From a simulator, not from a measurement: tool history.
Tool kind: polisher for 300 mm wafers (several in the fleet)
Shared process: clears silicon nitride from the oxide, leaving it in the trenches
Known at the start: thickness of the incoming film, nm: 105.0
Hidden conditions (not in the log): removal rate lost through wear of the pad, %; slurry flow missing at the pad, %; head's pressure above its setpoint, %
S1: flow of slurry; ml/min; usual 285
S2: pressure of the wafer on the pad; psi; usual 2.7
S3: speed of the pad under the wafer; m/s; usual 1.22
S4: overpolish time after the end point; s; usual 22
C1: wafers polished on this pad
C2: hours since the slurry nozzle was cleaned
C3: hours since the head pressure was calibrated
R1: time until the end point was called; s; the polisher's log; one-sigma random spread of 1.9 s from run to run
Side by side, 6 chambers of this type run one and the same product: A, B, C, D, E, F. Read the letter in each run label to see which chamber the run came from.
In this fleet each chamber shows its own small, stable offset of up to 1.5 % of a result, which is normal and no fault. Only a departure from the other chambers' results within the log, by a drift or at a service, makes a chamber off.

run    day   S1   S2    S3  S4    C1     C2      C3      R1
     0.008  -- chamber C: worn pad replaced by a new one
 1E  0.171  285  2.7  1.22  22   527  392.2   280.6   111.9
     0.212  -- chamber F: head pressure recalibrated
     0.367  -- chamber F: slurry nozzle cleaned
 2C  0.388  285  2.7  1.22  22    92  289.1   201.3  108.37
 3A  0.604  285  2.7  1.22  22   368    194   921.4  108.21
 4F  0.725  285  2.7  1.22  22   492    8.7    12.4  107.47
 5D  0.879  210  3.5  1.22  22  1052  191.4    55.2  83.753
 6B  0.983  210  3.5  1.22  22   349   57.8   442.2  86.591
 7E  1.162  210  3.5  1.22  22   767    416   304.4  85.394
     1.283  -- chamber E: worn pad replaced by a new one
 8D  1.325  210  3.5  1.22  22  1159  202.1    65.9  86.563
 9C  1.442  210  3.5  1.22  22   347  314.4   226.6  87.938
     1.558  -- chamber D: worn pad replaced by a new one
10A  1.608  210  3.5  1.22  22   611  218.1   945.5  85.486
11B    1.8  285  2.7  1.22  22   547   77.4   461.8   108.2
12F  1.929  285  2.7  1.22  22   783   37.6    41.3  105.77
13A  2.038  285  2.7  1.22  22   715  228.4   955.8  107.98
14D  2.146  285  2.7  1.22  22   142  221.8    85.6  109.74
     2.196  -- chamber A: worn pad replaced by a new one
15E  2.338  285  2.7  1.22  22   255  444.2   332.6  109.39
16F  2.438  285  2.7  1.22  22   906   49.8    53.5  107.03
17C  2.571  285  2.7  1.22  10   620  341.5   253.7  107.85
     2.721  -- chamber C: worn pad replaced by a new one
18B  2.788  285  2.7  1.22  10   786  101.1   485.5  107.74
19E  2.938  285  2.7  1.22  10   401  458.6     347  111.22
20D  3.158  285  2.7  1.22  10   387  246.1   109.9  107.55
21F  3.342  285  2.7  1.22  10  1125   71.5    75.2   109.6
     3.525  -- chamber F: worn pad replaced by a new one
22B  3.542  285  2.7  1.22  10   968  119.2   503.6  111.17
23A  3.675  285  2.7  0.84  11   358  267.7   995.1  157.67
24C  3.892  285  2.7  0.84  11   284  373.2   285.4  159.05
25D  3.992  285  2.7  0.84  11   589  266.1   129.9   160.7
26C  4.171  285  2.7  0.84  11   351  379.9   292.1  158.81
27F  4.388  285  2.7  0.84  11   209   96.6   100.3  154.39
28B  4.492  285  2.7  0.84  11  1199    142   526.4  157.28
29A  4.683  285  2.7  1.22  34   602  291.9  1019.3  108.94
30E  4.842  285  2.7  1.22  34   862  504.3   392.7  109.78
31C      5  285  2.7  1.22  34   552  399.8     312  109.67
32B  5.162  285  2.7  1.22  34  1361  158.1   542.5  106.69
     5.208  -- chamber E: worn pad replaced by a new one
33E  5.354  285  2.7  1.22  34    35  516.6     405  109.41
34F  5.488  285  2.7  1.22  34   476    123   126.7  110.01
35D  5.633  285  2.7  1.22  22   987  305.5   169.3     107
36A  5.821  285  2.7  1.22  22   877  319.2  1046.6   107.7
     5.838  -- chamber A: worn pad replaced by a new one
     5.912  -- chamber B: worn pad replaced by a new one
     5.942  -- chamber C: worn pad replaced by a new one
37F  5.946  285  2.1  1.22  26   587    134   137.7  137.68
     6.058  -- chamber C: slurry nozzle cleaned
38D   6.15  285  2.1  1.22  26  1112  317.9   181.7  142.79
     6.267  -- chamber E: slurry nozzle cleaned
39C    6.3  285  2.1  1.22  26    87    5.8   343.2  136.58
40A  6.412  285  2.1  1.22  26   139  333.4  1060.8  142.36
41B    6.6  285  2.1  1.22  26   167  192.6     577  139.55
42E  6.725  285  2.1  1.22  26   367     11   437.9  145.98
43A  6.942  285  2.7  1.22  22   267  346.1  1073.5  107.69

Decide between three cases: one chamber stands off from its peers, the gauge reading all wafers drifts, or nothing is wrong past each chamber's small offset. Where a chamber is off, say which and what most likely put it there.

Neither any chamber nor the gauge drifts; the chambers differ only by their own small, steady offsets.
